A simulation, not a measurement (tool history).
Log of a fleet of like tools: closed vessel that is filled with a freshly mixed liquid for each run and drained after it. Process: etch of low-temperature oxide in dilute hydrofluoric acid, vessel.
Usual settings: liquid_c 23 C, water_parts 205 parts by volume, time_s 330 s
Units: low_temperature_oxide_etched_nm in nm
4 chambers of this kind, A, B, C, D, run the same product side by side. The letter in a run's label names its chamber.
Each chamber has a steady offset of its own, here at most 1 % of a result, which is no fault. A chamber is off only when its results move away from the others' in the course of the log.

| run | day | liquid_c | water_parts | time_s | read-back film thickness of the low-temperature oxide reference wafer, read on the same gauge (nm) | low_temperature_oxide_etched_nm |
|---|---|---|---|---|---|---|
| 1A | 0.162 | 23 | 205 | 330 | 130 | 24.486 |
| 2D | 0.346 | 23 | 205 | 330 | 129.99 | 24.112 |
| 3B | 0.462 | 23 | 205 | 330 | 130 | 23.93 |
| 4C | 0.662 | 23 | 205 | 330 | 130.03 | 24.168 |
| 5A | 0.788 | 23 | 150 | 330 | 129.99 | 35.701 |
| 6C | 0.975 | 23 | 150 | 330 | 129.98 | 35.447 |
| 7B | 1.075 | 23 | 150 | 330 | 129.98 | 34.64 |
| 8D | 1.254 | 23 | 150 | 330 | 130 | 35.465 |
| 9C | 1.446 | 23 | 205 | 330 | 130.01 | 24.412 |
| 10A | 1.542 | 23 | 205 | 330 | 129.97 | 24.166 |
| 11D | 1.65 | 23 | 205 | 330 | 130 | 24.672 |
| 12B | 1.767 | 23 | 205 | 330 | 130.01 | 24.16 |
| 13B | 1.904 | 23 | 205 | 330 | 130.05 | 24.071 |
| 14C | 2.096 | 23 | 240 | 330 | 130 | 20.264 |
| 15D | 2.292 | 23 | 240 | 330 | 129.99 | 20.021 |
| 16A | 2.458 | 23 | 240 | 330 | 130.01 | 20.413 |
| 17B | 2.583 | 23 | 240 | 330 | 129.97 | 19.678 |
| 18C | 2.721 | 23 | 205 | 330 | 129.98 | 25.11 |
| 19D | 2.817 | 23 | 205 | 330 | 130 | 24.355 |
| 20A | 2.971 | 23 | 205 | 330 | 130 | 24.566 |
| 21C | 3.112 | 21.5 | 270 | 330 | 130 | 16.933 |
| 22D | 3.312 | 21.5 | 270 | 330 | 129.98 | 16.339 |
| 23B | 3.475 | 21.5 | 270 | 330 | 129.98 | 16.27 |
| 24A | 3.617 | 21.5 | 270 | 330 | 129.99 | 16.359 |
| 25B | 3.754 | 27 | 205 | 330 | 129.94 | 27.542 |
| 26D | 3.846 | 27 | 205 | 330 | 130 | 28.001 |

All 4 chambers run these settings next. Forecast each chamber's results:
| 27A | 3.992 | 21.5 | 205 | 330 |  | ? |
| 27B | 3.992 | 21.5 | 205 | 330 |  | ? |
| 27C | 3.992 | 21.5 | 205 | 330 |  | ? |
| 27D | 3.992 | 21.5 | 205 | 330 |  | ? |

| run | low_temperature_oxide_etched_nm |
|---|---|
| 27A | 22.895 |
| 27B | 22.285 |
| 27C | 24.643 |
| 27D | 23.141 |
